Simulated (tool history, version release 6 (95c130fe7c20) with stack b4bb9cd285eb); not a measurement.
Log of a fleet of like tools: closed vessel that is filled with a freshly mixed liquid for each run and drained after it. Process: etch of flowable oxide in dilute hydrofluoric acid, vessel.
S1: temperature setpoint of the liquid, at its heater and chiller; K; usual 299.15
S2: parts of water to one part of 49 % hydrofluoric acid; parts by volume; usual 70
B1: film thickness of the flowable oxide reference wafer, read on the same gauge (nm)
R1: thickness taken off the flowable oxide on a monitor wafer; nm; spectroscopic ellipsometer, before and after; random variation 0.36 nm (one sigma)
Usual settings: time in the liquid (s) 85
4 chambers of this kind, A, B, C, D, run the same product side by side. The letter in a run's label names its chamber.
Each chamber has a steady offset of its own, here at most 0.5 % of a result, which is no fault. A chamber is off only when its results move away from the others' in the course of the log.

Run 1C, day 0.238: usual settings; B1 40. Result: R1 57.847 nm.
Run 2A, day 0.571: usual settings; B1 40.015. Result: R1 58.481 nm.
At day 0.783: chamber A: thermometer replaced.
Run 3B, day 0.854: usual settings; B1 40.005. Result: R1 57.745 nm.
Run 4D, day 1.046: usual settings; B1 40.002. Result: R1 58.822 nm.
Run 5D, day 1.396: usual settings; B1 39.981. Result: R1 58.391 nm.
Run 6A, day 1.729: usual settings but S2 90 parts by volume; B1 39.998. Result: R1 44.242 nm.
Run 7C, day 2.096: usual settings but S2 90 parts by volume; B1 40.004. Result: R1 43.769 nm.
Run 8B, day 2.404: usual settings but S2 90 parts by volume; B1 40. Result: R1 43.859 nm.
Run 9A, day 2.721: usual settings but S2 90 parts by volume; B1 39.975. Result: R1 44.253 nm.
Run 10C, day 2.967: usual settings; B1 40.002. Result: R1 58.763 nm.
Run 11B, day 3.217: usual settings but S2 50 parts by volume; B1 40.012. Result: R1 84.075 nm.
Run 12D, day 3.45: usual settings but S2 50 parts by volume; B1 40.007. Result: R1 82.719 nm.
Run 13B, day 3.746: usual settings but S2 50 parts by volume; B1 40.023. Result: R1 84.816 nm.
Run 14D, day 4.079: usual settings but S2 50 parts by volume; B1 40.013. Result: R1 82.828 nm.
Run 15A, day 4.379: usual settings; B1 40.014. Result: R1 58.5 nm.
Run 16C, day 4.717: usual settings; B1 40.016. Result: R1 57.503 nm.
Run 17D, day 5.008: usual settings; B1 39.98. Result: R1 56.838 nm.
Run 18B, day 5.333: usual settings but time in the liquid (s) 40; B1 40.004. Result: R1 27.493 nm.
Run 19A, day 5.558: usual settings but time in the liquid (s) 40; B1 40.03. Result: R1 27.336 nm.
Run 20C, day 5.867: usual settings but time in the liquid (s) 40; B1 39.994. Result: R1 27.421 nm.
Run 21B, day 6.092: usual settings but time in the liquid (s) 40; B1 40.024. Result: R1 27.636 nm.
Run 22D, day 6.338: usual settings; B1 40.016. Result: R1 56.305 nm.
Run 23C, day 6.575: usual settings; B1 40.005. Result: R1 58.292 nm.
Run 24A, day 6.921: usual settings; B1 39.985. Result: R1 58.229 nm.
Run 25D, day 7.104: usual settings; B1 40.007. Result: R1 55.974 nm.
Run 26B, day 7.312: usual settings; B1 39.998. Result: R1 57.954 nm.
Run 27C, day 7.683: usual settings but S1 301.65 K, S2 55 parts by volume; B1 39.968. Result: R1 83.622 nm.
Run 28A, day 7.996: usual settings but S1 301.65 K, S2 55 parts by volume; B1 40.005. Result: R1 84.368 nm.
Run 29B, day 8.225: usual settings but S1 301.65 K, S2 55 parts by volume; B1 39.978. Result: R1 83.836 nm.
At day 8.229: chamber B: thermometer replaced.
Run 30D, day 8.621: usual settings but S1 301.65 K, S2 55 parts by volume; B1 39.994. Result: R1 79.371 nm.
Run 31A, day 8.812: usual settings; B1 39.992. Result: R1 57.905 nm.
Run 32C, day 9.017: usual settings; B1 40.007. Result: R1 58.147 nm.
Run 33B, day 9.296: usual settings; B1 39.995. Result: R1 58.072 nm.
Run 34D, day 9.5: usual settings but S1 294.65 K; B1 39.984. Result: R1 45.624 nm.
Run 35A, day 9.75: usual settings but S1 294.65 K; B1 40.018. Result: R1 48.893 nm.
Run 36C, day 10.071: usual settings but S1 294.65 K; B1 40. Result: R1 48.787 nm.
Run 37B, day 10.288: usual settings but S1 294.65 K; B1 39.995. Result: R1 48.416 nm.

All 4 chambers run these settings next. Forecast each chamber's results:
Run 38A, day 10.583: usual settings but time in the liquid (s) 60. Result: R1 ?.
Run 38B, day 10.583: usual settings but time in the liquid (s) 60. Result: R1 ?.
Run 38C, day 10.583: usual settings but time in the liquid (s) 60. Result: R1 ?.
Run 38D, day 10.583: usual settings but time in the liquid (s) 60. Result: R1 ?.

run      R1
38A   41.56
38B  40.553
38C  40.504
38D  38.233
